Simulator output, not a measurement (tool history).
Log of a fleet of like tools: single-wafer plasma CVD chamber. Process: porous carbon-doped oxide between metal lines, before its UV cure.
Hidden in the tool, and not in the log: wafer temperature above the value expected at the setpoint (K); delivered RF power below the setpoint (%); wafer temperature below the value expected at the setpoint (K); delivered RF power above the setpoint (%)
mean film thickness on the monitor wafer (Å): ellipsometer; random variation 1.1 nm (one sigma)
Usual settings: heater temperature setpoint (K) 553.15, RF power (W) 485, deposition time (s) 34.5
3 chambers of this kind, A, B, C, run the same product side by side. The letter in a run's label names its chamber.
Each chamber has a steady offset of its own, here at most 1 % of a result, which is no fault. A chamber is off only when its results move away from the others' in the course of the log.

run,hour,heater temperature setpoint (K),RF power (W),deposition time (s),hours since the last thermocouple change,hours since the last RF generator calibration,"read-back reference wafer on the same gauge, thickness_nm",mean film thickness on the monitor wafer (Å)
1C,6.6,553.15,485,34.5,214.9,677.7,181.94,2032
2A,13.5,553.15,485,34.5,195.1,862.4,182.22,2051.9
3B,17.9,553.15,485,34.5,788.1,714.5,182.06,2040.1
4C,22.3,553.15,485,34.5,230.6,693.4,181.86,2031.4
5B,26.2,553.15,485,34.5,796.4,722.8,181.96,2039.6
6A,31.6,553.15,485,34.5,213.2,880.5,181.87,2052.5
7A,35.4,553.15,485,34.5,217,884.3,182.05,2065.4
8B,41.3,553.15,485,34.5,811.5,737.9,181.91,2042.9
9C,48.8,553.15,485,34.5,257.1,719.9,182.1,2046
# hour 52.2: chamber B: thermocouple changed; heater temperature recalibrated
10A,56.4,553.15,485,34.5,238,905.3,182.01,2065.1
11C,62.1,553.15,485,34.5,270.4,733.2,181.88,2017.1
12B,68.3,553.15,485,34.5,16.2,764.9,181.84,2026.6
13B,73.4,553.15,535,40.4,21.3,770,182.15,2553.6
14A,80.6,553.15,535,40.4,262.2,929.5,181.97,2546.7
15C,87.4,553.15,535,40.4,295.7,758.5,182.06,2543.4
16A,91.1,553.15,485,34.5,272.7,940,181.95,2061.7
17C,97.3,553.15,485,34.5,305.6,768.4,181.96,2044.5
18B,101.3,553.15,485,34.5,49.2,797.9,182.21,2028.4
19A,107.1,553.15,485,34.5,288.7,956,182.03,2052.3
20C,113.2,553.15,485,34.5,321.5,784.3,181.99,2050.9
21B,119.8,553.15,485,34.5,67.7,816.4,181.83,2049
22C,123.6,553.15,485,34.5,331.9,794.7,182.03,2017.7
23B,127.4,553.15,485,34.5,75.3,824,181.87,2028.9
24A,135,553.15,485,34.5,316.6,983.9,182.22,2058.4
25C,140.1,553.15,485,34.5,348.4,811.2,181.94,2034.6
26B,146.1,553.15,485,34.5,94,842.7,182.03,2055.4
27A,149.5,553.15,485,34.5,331.1,998.4,181.88,2046.3
28B,152.9,553.15,485,34.5,100.8,849.5,181.97,2040.2
29A,159.3,564.15,485,38.7,340.9,1008.2,181.95,2161.7
30C,165.6,564.15,485,38.7,373.9,836.7,182.01,2130.8
31C,171,564.15,485,38.7,379.3,842.1,182.34,2134.6
32B,175,553.15,485,34.5,122.9,871.6,182.32,2037.6
33A,181.7,553.15,485,34.5,363.3,1030.6,181.85,2054.2
34A,189.3,553.15,580,39.2,370.9,1038.2,182.18,2631.4
35B,194,553.15,580,39.2,141.9,890.6,181.63,2626.2
36C,201.5,553.15,580,39.2,409.8,872.6,181.89,2616
37B,205.3,553.15,485,34.5,153.2,901.9,182.17,2031.3

What goes on in this fleet: one chamber off, a drifting gauge, or nothing beyond the chambers' own small offsets? Name the chamber and the cause, if any.

No chamber stands off beyond its own small offset, and the gauge holds steady.
